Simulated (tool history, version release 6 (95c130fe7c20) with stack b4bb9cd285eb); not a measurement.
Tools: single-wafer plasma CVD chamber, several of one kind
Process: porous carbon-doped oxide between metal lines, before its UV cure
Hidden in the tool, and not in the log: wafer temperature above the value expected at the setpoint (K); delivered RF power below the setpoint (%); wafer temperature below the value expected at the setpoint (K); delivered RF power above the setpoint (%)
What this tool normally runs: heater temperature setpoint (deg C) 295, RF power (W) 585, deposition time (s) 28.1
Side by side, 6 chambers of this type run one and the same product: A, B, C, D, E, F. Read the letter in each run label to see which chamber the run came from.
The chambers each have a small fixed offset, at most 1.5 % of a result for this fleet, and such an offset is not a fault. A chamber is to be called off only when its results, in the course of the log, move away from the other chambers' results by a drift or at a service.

run,hour,heater temperature setpoint (deg C),RF power (W),deposition time (s),hours since the last thermocouple change,hours since the last RF generator calibration,"read-back reference wafer on the same gauge, thickness_nm",mean film thickness on the monitor wafer (Å)
1E,12.1,295,585,28.1,1120.7,916.6,153.97,1742.3
2B,19.7,295,585,28.1,1768.9,548.3,153.95,1742.0
3A,34.8,295,585,28.1,1645.6,185.1,153.97,1735.8
4D,46.6,295,585,28.1,832.5,755.1,153.86,1715.0
5F,60.2,295,585,28.1,740.8,1301.2,153.89,1726.8
6C,76.5,295,585,28.1,560.4,451.5,153.91,1732.2
7B,86.4,295,585,28.1,1835.6,615.0,153.86,1737.7
8C,96.5,295,585,28.1,580.4,471.5,153.82,1736.3
9D,111.9,284,585,29.9,897.8,820.4,153.84,1947.1
10F,123.6,284,585,29.9,804.2,1364.6,153.82,1959.0
11E,134.7,284,585,29.9,1243.3,1039.2,153.77,1976.8
12A,144.8,284,585,29.9,1755.6,295.1,153.80,1969.3
13B,159.0,284,585,29.9,1908.2,687.6,153.73,1972.4
14F,170.4,284,585,29.9,851.0,1411.4,153.79,1958.9
15D,179.5,295,585,28.1,965.4,888.0,153.74,1713.7
16E,189.0,295,695,28.1,1297.6,1093.5,153.67,1948.5
17A,196.3,295,695,28.1,1807.1,346.6,153.70,1950.5
18C,209.8,295,695,28.1,693.7,584.8,153.65,1934.6
19D,222.2,295,695,28.1,1008.1,930.7,153.63,1917.5
20C,230.3,295,695,28.1,714.2,605.3,153.66,1939.8
21B,243.3,295,695,28.1,1992.5,771.9,153.64,1939.8
22F,252.1,295,585,28.1,932.7,1493.1,153.59,1726.2
23E,261.6,295,585,28.1,1370.2,1166.1,153.63,1737.3
24A,270.4,295,585,28.1,1881.2,420.7,153.59,1734.0
25C,285.3,295,585,28.1,769.2,660.3,153.54,1729.9
26A,296.7,295,585,28.1,1907.5,447.0,153.58,1734.7
27D,311.2,295,585,28.1,1097.1,1019.7,153.51,1711.4
28E,319.3,295,585,28.1,1427.9,1223.8,153.48,1738.7
29F,332.8,295,585,28.1,1013.4,1573.8,153.47,1721.5
30B,345.2,295,585,28.1,2094.4,873.8,153.43,1729.8
31F,356.8,295,585,28.1,1037.4,1597.8,153.49,1722.0
32B,371.9,295,585,28.1,2121.1,900.5,153.47,1736.0
33A,382.9,295,585,28.1,1993.7,533.2,153.36,1731.8
34C,392.7,295,585,28.1,876.6,767.7,153.38,1727.7
35D,402.5,295,585,28.1,1188.4,1111.0,153.38,1709.2
36E,414.9,295,585,28.1,1523.5,1319.4,153.36,1728.9
37D,426.5,295,585,28.1,1212.4,1135.0,153.37,1709.6
38A,441.3,295,585,28.1,2052.1,591.6,153.29,1734.1
39B,450.3,295,585,28.1,2199.5,978.9,153.26,1732.3
40E,466.3,295,585,28.1,1574.9,1370.8,153.30,1739.0
41C,475.5,287,585,23.2,959.4,850.5,153.22,1508.9
42F,489.9,287,585,23.2,1170.5,1730.9,153.24,1500.2
43A,499.3,287,585,23.2,2110.1,649.6,153.21,1507.2
44E,513.8,287,585,23.2,1622.4,1418.3,153.19,1510.6

For the next run the whole fleet of 6 chambers uses the same settings. Give each chamber's results:
45A,525.5,295,625,28.1,,,,?
45B,525.5,295,625,28.1,,,,?
45C,525.5,295,625,28.1,,,,?
45D,525.5,295,625,28.1,,,,?
45E,525.5,295,625,28.1,,,,?
45F,525.5,295,625,28.1,,,,?

run,mean film thickness on the monitor wafer (Å)
45A,1807.2
45B,1810.8
45C,1804.1
45D,1784.7
45E,1812.1
45F,1793.7
